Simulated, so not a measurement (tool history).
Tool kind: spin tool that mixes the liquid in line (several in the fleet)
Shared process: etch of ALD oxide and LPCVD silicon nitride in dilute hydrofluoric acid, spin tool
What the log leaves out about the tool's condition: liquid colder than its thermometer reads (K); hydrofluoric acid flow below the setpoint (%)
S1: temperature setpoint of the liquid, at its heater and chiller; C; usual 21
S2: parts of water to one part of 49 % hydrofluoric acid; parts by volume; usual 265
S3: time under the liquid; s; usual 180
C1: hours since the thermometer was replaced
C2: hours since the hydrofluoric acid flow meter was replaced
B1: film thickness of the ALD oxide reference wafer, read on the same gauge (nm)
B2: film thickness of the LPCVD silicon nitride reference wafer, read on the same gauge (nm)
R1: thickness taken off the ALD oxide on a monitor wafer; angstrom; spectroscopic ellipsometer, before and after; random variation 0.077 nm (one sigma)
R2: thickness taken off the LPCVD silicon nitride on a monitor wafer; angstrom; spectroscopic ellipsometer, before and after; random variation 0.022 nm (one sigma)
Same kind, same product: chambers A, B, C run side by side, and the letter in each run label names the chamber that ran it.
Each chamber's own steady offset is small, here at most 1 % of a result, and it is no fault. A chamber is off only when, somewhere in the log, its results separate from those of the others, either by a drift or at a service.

run	hour	S1	S2	S3	C1	C2	B1	B2	R1	R2
1B	4.4	21	265	180	199.1	1078.6	50.033	130.02	75.799	3.3269
2C	8.9	21	265	180	802.5	319	49.997	129.96	77.714	2.7088
3A	12	21	265	180	904.8	1395.6	50.015	130.02	77.252	2.5279
4B	17.2	21	265	180	211.9	1091.4	49.973	129.99	77.429	2.7175
5A	22	21	265	180	914.8	1405.6	50.03	129.98	75.85	2.7791
6C	27.8	21	265	180	821.4	337.9	50.028	130.01	76.46	2.7942
7A	30.7	21	265	180	923.5	1414.3	49.993	129.97	75.287	2.3322
8B	34.8	21	265	180	229.5	1109	50.023	130.01	76.106	2.549
9C	39.8	21	265	180	833.4	349.9	50.005	130	77.416	2.4666
10B	43.5	21	265	180	238.2	1117.7	50.034	130	76.508	2.7923
11A	49.5	25	265	180	942.3	1433.1	50.001	130.02	87.932	3.0429
12C	54.3	25	265	180	847.9	364.4	49.994	130.03	87.411	3.5392
13C	59.6	25	265	180	853.2	369.7	49.991	130	88.058	3.5421
14B	63.5	21	265	180	258.2	1137.7	50.026	130.01	78.225	2.8228
15A	68.8	21	265	180	961.6	1452.4	50.001	129.99	76.829	3.1365
16C	72.1	21	265	180	865.7	382.2	50.028	130	75.427	2.3781
17B	76.4	21	265	180	271.1	1150.6	49.996	130.01	77.892	2.4472
18A	79.7	21	170	110	972.5	1463.3	49.972	129.99	80.309	2.702
19A	83.4	21	170	110	976.2	1467	50.007	130.01	80.609	2.6406
20B	87	21	170	110	281.7	1161.2	49.978	130.02	80.285	2.3967
21C	90.6	21	265	180	884.2	400.7	50.033	129.99	74.685	2.5632
22C	96.6	21	265	180	890.2	406.7	50.026	129.98	76.2	2.8264
23B	100.1	21	345	180	294.8	1174.3	50.009	129.97	55.331	2.3286
24A	105	21	345	180	997.8	1488.6	49.977	129.99	55.259	1.856
25A	108.5	21	345	180	1001.3	1492.1	49.991	130	55.388	2.4274
26B	112	21	375	180	306.7	1186.2	49.966	130.04	48.798	1.9629
27C	118	21	375	180	911.6	428.1	50.019	130.02	47.548	2.018
28B	122	21	375	180	316.7	1196.2	50.009	130.05	49.183	2.2104
29A	127.5	21	265	180	1020.3	1511.1	49.998	130.02	77.332	2.8618
30C	131.1	21	265	180	924.7	441.2	50.035	130.01	74.184	2.994
31B	135.3	21	265	180	330	1209.5	50.005	130.02	77.244	2.7399
32C	141	21	265	180	934.6	451.1	49.981	129.95	74.329	2.6643
33A	147	21	265	180	1039.8	1530.6	50.023	130.01	77.709	2.9797
34C	150.2	21	265	180	943.8	460.3	50.023	130	72.817	2.4397
35A	154.2	21	265	180	1047	1537.8	49.978	130.01	76.608	2.6832
36B	159.3	21	265	180	354	1233.5	50.008	130.02	77.709	2.7248
37C	162.6	21	265	180	956.2	472.7	50.005	129.97	73.43	2.329
38A	168.1	21	265	180	1060.9	1551.7	49.985	130.05	77.241	2.5139
39B	173.4	21	265	180	368.1	1247.6	50.019	130.03	77.043	2.7477
40B	179.2	19.5	145	180	373.9	1253.4	49.992	130.06	151.52	3.9579

Next, every chamber runs the same settings. What will each give?
41A	183.6	21	370	180					?	?
41B	183.6	21	370	180					?	?
41C	183.6	21	370	180					?	?

run	R1	R2
41A	49.315	2.1621
41B	50.031	1.9092
41C	47.218	1.7934

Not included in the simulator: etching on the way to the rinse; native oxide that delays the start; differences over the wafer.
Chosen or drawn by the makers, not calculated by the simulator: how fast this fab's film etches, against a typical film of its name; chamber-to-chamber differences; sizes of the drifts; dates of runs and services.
